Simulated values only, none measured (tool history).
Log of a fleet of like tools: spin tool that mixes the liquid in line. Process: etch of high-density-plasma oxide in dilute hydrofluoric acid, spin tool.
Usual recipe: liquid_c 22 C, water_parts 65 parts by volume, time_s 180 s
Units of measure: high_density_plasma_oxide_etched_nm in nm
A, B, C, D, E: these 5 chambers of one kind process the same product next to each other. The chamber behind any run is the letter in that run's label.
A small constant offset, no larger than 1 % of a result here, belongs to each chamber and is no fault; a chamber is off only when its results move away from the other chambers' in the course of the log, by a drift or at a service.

run	day	liquid_c	water_parts	time_s	hours since the thermometer was replaced	hours since the hydrofluoric acid flow meter was replaced	read-back film thickness of the high-density-plasma oxide reference wafer, read on the same gauge (nm)	high_density_plasma_oxide_etched_nm
1C	0.238	22	65	180	480.4	455.0	89.991	14.086
2D	0.454	22	65	180	1366.3	522.1	89.969	14.082
3B	0.650	22	65	180	903.1	839.3	89.957	14.126
4A	0.829	22	65	180	76.5	1108.8	90.005	14.096
# day 0.954: chamber B: hydrofluoric acid flow meter replaced
5E	1.071	22	65	180	692.5	192.9	89.964	14.129
6C	1.258	22	65	180	504.9	479.5	89.949	14.136
7B	1.442	22	65	180	922.1	11.7	90.003	13.980
# day 1.638: chamber C: hydrofluoric acid flow meter replaced
8D	1.671	22	65	180	1395.5	551.3	89.967	13.975
9E	1.850	22	65	180	711.2	211.6	90.032	14.013
10A	2.092	22	65	180	106.8	1139.1	89.995	14.070
11C	2.312	22	65	180	530.2	16.2	89.992	14.080
12E	2.450	22	65	180	725.6	226.0	90.004	14.054
13D	2.629	22	65	180	1418.5	574.3	90.003	14.082
14A	2.758	22	65	180	122.8	1155.1	89.967	14.036
15B	2.996	22	65	180	959.4	49.0	90.011	13.689
16E	3.121	22	65	180	741.7	242.1	90.016	14.077
17D	3.321	22	65	180	1435.1	590.9	90.027	14.097
18C	3.558	22	65	180	560.1	46.1	90.010	14.124
19B	3.742	22	65	180	977.3	66.9	90.043	13.782
20A	3.975	22	65	180	152.0	1184.3	90.000	14.029
21C	4.158	22	65	180	574.5	60.5	89.979	14.040
22B	4.362	26	65	280	992.2	81.8	90.016	25.079
23E	4.512	26	65	280	775.1	275.5	90.005	25.480
24A	4.625	26	65	280	167.6	1199.9	89.994	25.723
25D	4.754	26	65	280	1469.5	625.3	89.975	25.926
26A	4.975	26	65	280	176.0	1208.3	90.027	25.701
27E	5.221	22	65	180	792.1	292.5	90.043	13.999
28B	5.388	22	40	180	1016.8	106.4	90.017	22.487
29D	5.538	22	40	180	1488.3	644.1	89.948	24.098
30C	5.679	22	40	180	611.0	97.0	89.996	23.843
31D	5.912	22	40	180	1497.3	653.1	90.007	23.890
32B	6.025	22	40	180	1032.1	121.7	90.016	22.327
33A	6.246	22	65	180	206.5	1238.8	90.040	14.013
34C	6.467	22	65	180	629.9	115.9	89.980	14.173
35E	6.679	22	65	180	827.1	327.5	89.982	13.933

The same settings go to every chamber for the next run, one line per chamber below. Forecast the results for each:
36A	6.862	22	65	180				?
36B	6.862	22	65	180				?
36C	6.862	22	65	180				?
36D	6.862	22	65	180				?
36E	6.862	22	65	180				?

run	high_density_plasma_oxide_etched_nm
36A	14.263
36B	13.360
36C	14.046
36D	14.192
36E	14.151

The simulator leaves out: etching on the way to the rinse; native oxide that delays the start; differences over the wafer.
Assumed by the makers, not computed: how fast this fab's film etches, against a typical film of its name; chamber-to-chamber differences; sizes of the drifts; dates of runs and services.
